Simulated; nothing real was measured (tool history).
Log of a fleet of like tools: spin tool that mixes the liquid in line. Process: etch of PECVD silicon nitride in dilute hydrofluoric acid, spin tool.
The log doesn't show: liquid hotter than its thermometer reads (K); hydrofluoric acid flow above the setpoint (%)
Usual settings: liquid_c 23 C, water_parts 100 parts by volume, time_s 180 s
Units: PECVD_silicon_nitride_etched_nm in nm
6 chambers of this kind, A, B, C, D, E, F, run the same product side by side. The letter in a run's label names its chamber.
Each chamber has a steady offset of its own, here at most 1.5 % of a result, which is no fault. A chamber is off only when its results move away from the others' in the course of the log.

run,hour,liquid_c,water_parts,time_s,hours since the thermometer was replaced,hours since the hydrofluoric acid flow meter was replaced,"read-back film thickness of the PECVD silicon nitride reference wafer, read on the same gauge (nm)",PECVD_silicon_nitride_etched_nm
1F,5.9,23,100,180,328.7,1226.9,69.991,7.6036
# hour 7.5: chamber E: thermometer replaced
2A,10,23,100,180,1524.8,943.6,70.028,7.682
3B,14.5,23,100,180,2245.3,848.3,70.017,7.7825
4C,17.8,23,100,180,440.1,1279.4,70.017,7.6646
5D,23.9,23,65,180,1193.3,232.8,69.991,11.736
6E,27,23,65,180,19.6,1537,69.967,11.73
7E,30.2,23,65,180,22.8,1540.2,69.999,11.619
8F,34.5,23,65,180,357.3,1255.5,69.995,11.546
9B,37.9,23,65,180,2268.7,871.7,69.974,12.019
10A,43.7,23,65,180,1558.5,977.3,69.99,11.773
11D,50,23,100,180,1219.4,258.9,69.982,7.574
12C,55.7,23,100,180,478,1317.3,70.015,7.6921
# hour 58.7: chamber D: thermometer replaced
13A,60.2,23,100,180,1575,993.8,70.004,7.7193
14F,63.5,23,100,180,386.3,1284.5,70.017,7.5025
15C,67.4,23,100,180,489.7,1329,69.962,7.6931
16D,73.5,23,60,265,14.9,282.4,70.017,18.531
17E,79.7,23,60,265,72.3,1589.7,69.977,18.848
18B,85.1,23,60,265,2315.9,918.9,70.007,18.909
19D,89.9,23,60,265,31.3,298.8,70.008,18.236
20F,93.4,23,60,265,416.2,1314.4,70.018,18.554
21C,99.3,23,60,265,521.6,1360.9,69.991,19.009
22B,103.5,24.5,100,245,2334.3,937.3,70.042,11.506
23A,109.5,24.5,100,245,1624.3,1043.1,70.001,11.513
24E,113.8,24.5,100,245,106.4,1623.8,69.989,11.479
25D,118.3,24.5,100,245,59.7,327.2,69.98,11.168
26A,124.2,24.5,100,245,1639,1057.8,69.986,11.479
27F,128.1,24.5,100,245,450.9,1349.1,70.017,11.365
28C,131.2,23,150,180,553.5,1392.8,69.984,5.3296
29E,135.5,23,150,180,128.1,1645.5,69.994,5.0219
30B,139.4,23,150,180,2370.2,973.2,69.996,5.1431
31F,142.1,23,150,180,464.9,1363.1,70.012,4.9627
32B,145.7,23,150,180,2376.5,979.5,69.995,5.0894
33D,151.3,23,150,180,92.7,360.2,69.985,5.1056
34E,154.8,23,100,180,147.4,1664.8,69.979,7.5946
35C,158.6,23,100,180,580.9,1420.2,70.022,8.0306
36A,164.7,23,100,180,1679.5,1098.3,70.009,7.6676
37C,168.6,23,100,180,590.9,1430.2,70.043,8.1526
38A,172.8,23,100,180,1687.6,1106.4,70.024,7.7168
39E,175.8,23,100,180,168.4,1685.8,70.023,7.7232
40F,180.5,23,100,180,503.3,1401.5,70.002,7.5399
41B,184.9,18.5,120,180,2415.7,1018.7,69.992,4.7153

What goes on in this fleet: one chamber off, a drifting gauge, or nothing beyond the chambers' own small offsets? Name the chamber and the cause, if any.

Chamber C drifts away from the others.
Cause: hydrofluoric acid flow above the setpoint (%) = 8.15.
The log may not tell that from: liquid hotter than its thermometer reads (K).

Here are 4 candidates for chamber C's next run, each the usual settings with a change, their results left as question marks. Which one brings its results back in line with what the others give on the usual settings?
In line means no further than this from the other chambers' mean on the usual settings: PECVD_silicon_nitride_etched_nm 0.24 nm
42C-1,189.4,23.5,95,180,,,,?
42C-2,189.4,23,100,175,,,,?
42C-3,189.4,23,100,185,,,,?
42C-4,189.4,22,100,180,,,,?

The other chambers' mean on the usual settings: PECVD_silicon_nitride_etched_nm 7.6213 nm
run,PECVD_silicon_nitride_etched_nm
42C-1,8.901
42C-2,7.9514
42C-3,8.4058
42C-4,7.6492
42C-4 brings the chamber back in line.
